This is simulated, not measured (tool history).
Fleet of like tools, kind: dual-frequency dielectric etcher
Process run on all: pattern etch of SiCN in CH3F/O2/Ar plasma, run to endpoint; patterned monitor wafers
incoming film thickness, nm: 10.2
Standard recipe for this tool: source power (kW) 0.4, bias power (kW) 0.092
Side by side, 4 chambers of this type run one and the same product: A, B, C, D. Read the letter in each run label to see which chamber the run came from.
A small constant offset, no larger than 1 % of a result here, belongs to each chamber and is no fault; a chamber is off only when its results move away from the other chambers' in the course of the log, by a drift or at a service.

{"run": "1B", "day": 0.462, "source power (kW)": 0.4, "bias power (kW)": 0.092, "endpoint time (s)": 24.896}
{"run": "2D", "day": 1.079, "source power (kW)": 0.4, "bias power (kW)": 0.092, "endpoint time (s)": 24.838}
{"day": 1.412, "done": "chamber A: source power generator calibrated"}
{"run": "3C", "day": 1.642, "source power (kW)": 0.4, "bias power (kW)": 0.092, "endpoint time (s)": 24.793}
{"run": "4A", "day": 1.912, "source power (kW)": 0.4, "bias power (kW)": 0.092, "endpoint time (s)": 24.777}
{"run": "5C", "day": 2.45, "source power (kW)": 0.4, "bias power (kW)": 0.112, "endpoint time (s)": 23.39}
{"run": "6D", "day": 2.854, "source power (kW)": 0.4, "bias power (kW)": 0.112, "endpoint time (s)": 22.693}
{"run": "7A", "day": 3.342, "source power (kW)": 0.4, "bias power (kW)": 0.112, "endpoint time (s)": 22.955}
{"run": "8B", "day": 3.646, "source power (kW)": 0.4, "bias power (kW)": 0.112, "endpoint time (s)": 23.169}
{"day": 3.992, "done": "chamber B: wet clean of the chamber"}
{"run": "9A", "day": 4.038, "source power (kW)": 0.4, "bias power (kW)": 0.078, "endpoint time (s)": 26.286}
{"day": 4.054, "done": "chamber C: source power generator calibrated"}
{"run": "10C", "day": 4.421, "source power (kW)": 0.4, "bias power (kW)": 0.078, "endpoint time (s)": 26.692}
{"run": "11D", "day": 4.946, "source power (kW)": 0.4, "bias power (kW)": 0.078, "endpoint time (s)": 25.982}
{"run": "12B", "day": 5.308, "source power (kW)": 0.4, "bias power (kW)": 0.078, "endpoint time (s)": 26.874}
{"run": "13A", "day": 5.646, "source power (kW)": 0.4, "bias power (kW)": 0.092, "endpoint time (s)": 24.739}
{"run": "14C", "day": 6.167, "source power (kW)": 0.4, "bias power (kW)": 0.092, "endpoint time (s)": 24.803}
{"run": "15D", "day": 6.504, "source power (kW)": 0.4, "bias power (kW)": 0.092, "endpoint time (s)": 24.078}
{"day": 6.817, "done": "chamber A: wet clean of the chamber"}
{"run": "16B", "day": 7.0, "source power (kW)": 0.4, "bias power (kW)": 0.092, "endpoint time (s)": 24.864}
{"run": "17A", "day": 7.617, "source power (kW)": 0.4, "bias power (kW)": 0.092, "endpoint time (s)": 24.667}
{"run": "18C", "day": 7.979, "source power (kW)": 0.4, "bias power (kW)": 0.092, "endpoint time (s)": 25.15}
{"run": "19D", "day": 8.45, "source power (kW)": 0.4, "bias power (kW)": 0.092, "endpoint time (s)": 24.25}
{"run": "20B", "day": 8.925, "source power (kW)": 0.4, "bias power (kW)": 0.092, "endpoint time (s)": 24.951}
{"run": "21A", "day": 9.246, "source power (kW)": 0.4, "bias power (kW)": 0.092, "endpoint time (s)": 24.948}
{"run": "22D", "day": 9.858, "source power (kW)": 0.36, "bias power (kW)": 0.079, "endpoint time (s)": 26.219}
{"run": "23B", "day": 10.275, "source power (kW)": 0.36, "bias power (kW)": 0.079, "endpoint time (s)": 27.316}
{"run": "24C", "day": 10.704, "source power (kW)": 0.36, "bias power (kW)": 0.079, "endpoint time (s)": 27.521}
{"run": "25B", "day": 11.117, "source power (kW)": 0.36, "bias power (kW)": 0.079, "endpoint time (s)": 27.722}
{"run": "26C", "day": 11.508, "source power (kW)": 0.4, "bias power (kW)": 0.092, "endpoint time (s)": 24.999}
{"day": 11.783, "done": "chamber D: bias power generator calibrated"}
{"run": "27A", "day": 11.967, "source power (kW)": 0.36, "bias power (kW)": 0.08, "endpoint time (s)": 27.19}
{"run": "28D", "day": 12.279, "source power (kW)": 0.36, "bias power (kW)": 0.08, "endpoint time (s)": 25.822}

All 4 chambers run these settings next. Forecast each chamber's results:
{"run": "29A", "day": 12.721, "source power (kW)": 0.4, "bias power (kW)": 0.105, "endpoint time (s)": "?"}
{"run": "29B", "day": 12.721, "source power (kW)": 0.4, "bias power (kW)": 0.105, "endpoint time (s)": "?"}
{"run": "29C", "day": 12.721, "source power (kW)": 0.4, "bias power (kW)": 0.105, "endpoint time (s)": "?"}
{"run": "29D", "day": 12.721, "source power (kW)": 0.4, "bias power (kW)": 0.105, "endpoint time (s)": "?"}

run=29A endpoint_time_(s)=23.801
run=29B endpoint_time_(s)=23.986
run=29C endpoint_time_(s)=23.952
run=29D endpoint_time_(s)=22.376
